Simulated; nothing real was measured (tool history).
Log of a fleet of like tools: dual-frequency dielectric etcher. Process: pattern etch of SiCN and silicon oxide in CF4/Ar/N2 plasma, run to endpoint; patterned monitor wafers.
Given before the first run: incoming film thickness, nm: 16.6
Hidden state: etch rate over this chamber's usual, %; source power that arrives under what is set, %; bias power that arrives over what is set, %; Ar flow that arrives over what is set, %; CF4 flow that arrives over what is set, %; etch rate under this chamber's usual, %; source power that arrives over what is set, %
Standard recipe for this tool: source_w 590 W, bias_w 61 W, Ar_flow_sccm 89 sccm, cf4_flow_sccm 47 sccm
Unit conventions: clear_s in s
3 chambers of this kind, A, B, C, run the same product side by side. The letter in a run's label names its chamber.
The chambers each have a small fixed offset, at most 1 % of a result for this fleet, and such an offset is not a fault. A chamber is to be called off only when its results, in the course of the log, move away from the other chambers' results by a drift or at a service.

run    day  source_w  bias_w  Ar_flow_sccm  cf4_flow_sccm  hours since the last wet clean  hours since the last source power generator calibration  hours since the last bias power generator calibration  hours since the last Ar flow controller change  hours since the last CF4 flow controller change  clear_s
 1B  0.271       590      61            89             47                           294.6                                                    927.4                                                  452.2                                          2579.4                                           4614.6   16.835
 2C  0.492       590      61            89             47                           232.9                                                   3508.3                                                 1800.6                                          3101.9                                           2290.9   16.721
 3A  0.904       590      61            89             47                           423.2                                                   3870.2                                                  113.9                                          1322.3                                            410.8   16.605
 4A  1.121       590      61            89             47                           428.4                                                   3875.4                                                  119.1                                          1327.5                                            416.0   16.796
 5C  1.396       590      61            89             47                           254.6                                                   3530.0                                                 1822.3                                          3123.6                                           2312.6   16.557
 6B  1.604       590      61            89             47                           326.6                                                    959.4                                                  484.2                                          2611.4                                           4646.6   16.829
 7C  1.950       590      61            89             47                           267.9                                                   3543.3                                                 1835.6                                          3136.9                                           2325.9   16.592
 8A  2.300       590      61           110             47                           456.7                                                   3903.7                                                  147.4                                          1355.8                                            444.3   17.325
 9B  2.692       590      61           110             47                           352.7                                                    985.5                                                  510.3                                          2637.5                                           4672.7   17.378
10A  2.983       590      61           110             47                           473.1                                                   3920.1                                                  163.8                                          1372.2                                            460.7   17.291
11B  3.238       590      71            89             47                           365.8                                                    998.6                                                  523.4                                          2650.6                                           4685.8   15.945
     3.446  -- chamber C: source power generator calibrated
12C  3.662       590      71            89             47                           309.0                                                      5.3                                                 1876.7                                          3178.0                                           2367.0   15.252
13B  3.958       590      71            89             47                           383.1                                                   1015.9                                                  540.7                                          2667.9                                           4703.1   15.905
14A  4.212       590      61            89             47                           502.6                                                   3949.6                                                  193.3                                          1401.7                                            490.2   16.770
15C  4.558       590      61            89             47                           330.5                                                     26.8                                                 1898.2                                          3199.5                                           2388.5   16.009
16C  4.838       590      61            89             47                           337.2                                                     33.5                                                 1904.9                                          3206.2                                           2395.2   16.009
17A  5.021       590      61            89             47                           522.0                                                   3969.0                                                  212.7                                          1421.1                                            509.6   16.795
18B  5.308       590      61            89             47                           415.5                                                   1048.3                                                  573.1                                          2700.3                                           4735.5   17.013
19A  5.512       590      61            89             47                           533.8                                                   3980.8                                                  224.5                                          1432.9                                            521.4   16.654
20C  5.921       590      61            89             47                           363.2                                                     59.5                                                 1930.9                                          3232.2                                           2421.2   15.876
21B  6.292       590      61            89             47                           439.1                                                   1071.9                                                  596.7                                          2723.9                                           4759.1   16.885
22B  6.692       590      52            89             56                           448.7                                                   1081.5                                                  606.3                                          2733.5                                           4768.7   17.387
23A  7.025       590      52            89             56                           570.1                                                   4017.1                                                  260.8                                          1469.2                                            557.7   17.089
24C  7.267       590      52            89             56                           395.5                                                     91.8                                                 1963.2                                          3264.5                                           2453.5   16.236
25A  7.521       590      61            89             47                           582.0                                                   4029.0                                                  272.7                                          1481.1                                            569.6   16.684
26B  7.708       590      61            89             47                           473.1                                                   1105.9                                                  630.7                                          2757.9                                           4793.1   16.853
27C  8.058       590      61            89             47                           414.5                                                    110.8                                                 1982.2                                          3283.5                                           2472.5   16.065
28C  8.367       590      61            89             47                           421.9                                                    118.2                                                 1989.6                                          3290.9                                           2479.9   16.052

One chamber off, gauge drift, or nothing amiss beyond the chambers' own small offsets? If it is a chamber, which one, and what is the likeliest cause?

After it was serviced, chamber C no longer matches the other chambers.
Likeliest cause: source power that arrives over what is set, % = 5.

Here are 4 candidates for chamber C's next run, each the usual settings with a change, their results left as question marks. Which one brings its results back in line with what the others give on the usual settings?
To be in line, a result may differ from the other chambers' mean on the usual settings by at most: clear_s 0.350 s
29C-1  8.667       580      61            89             47                                                                                                                                                                                                                                                         ?
29C-2  8.667       620      62            88             47                                                                                                                                                                                                                                                         ?
29C-3  8.667       590      62            89             48                                                                                                                                                                                                                                                         ?
29C-4  8.667       560      60            90             47                                                                                                                                                                                                                                                         ?

What the other chambers average on the usual settings: clear_s 16.828 s
  run  clear_s
29C-1   16.305
29C-2   15.273
29C-3   15.920
29C-4   16.935
Change 29C-4 lands the chamber within the allowed miss of the other chambers.

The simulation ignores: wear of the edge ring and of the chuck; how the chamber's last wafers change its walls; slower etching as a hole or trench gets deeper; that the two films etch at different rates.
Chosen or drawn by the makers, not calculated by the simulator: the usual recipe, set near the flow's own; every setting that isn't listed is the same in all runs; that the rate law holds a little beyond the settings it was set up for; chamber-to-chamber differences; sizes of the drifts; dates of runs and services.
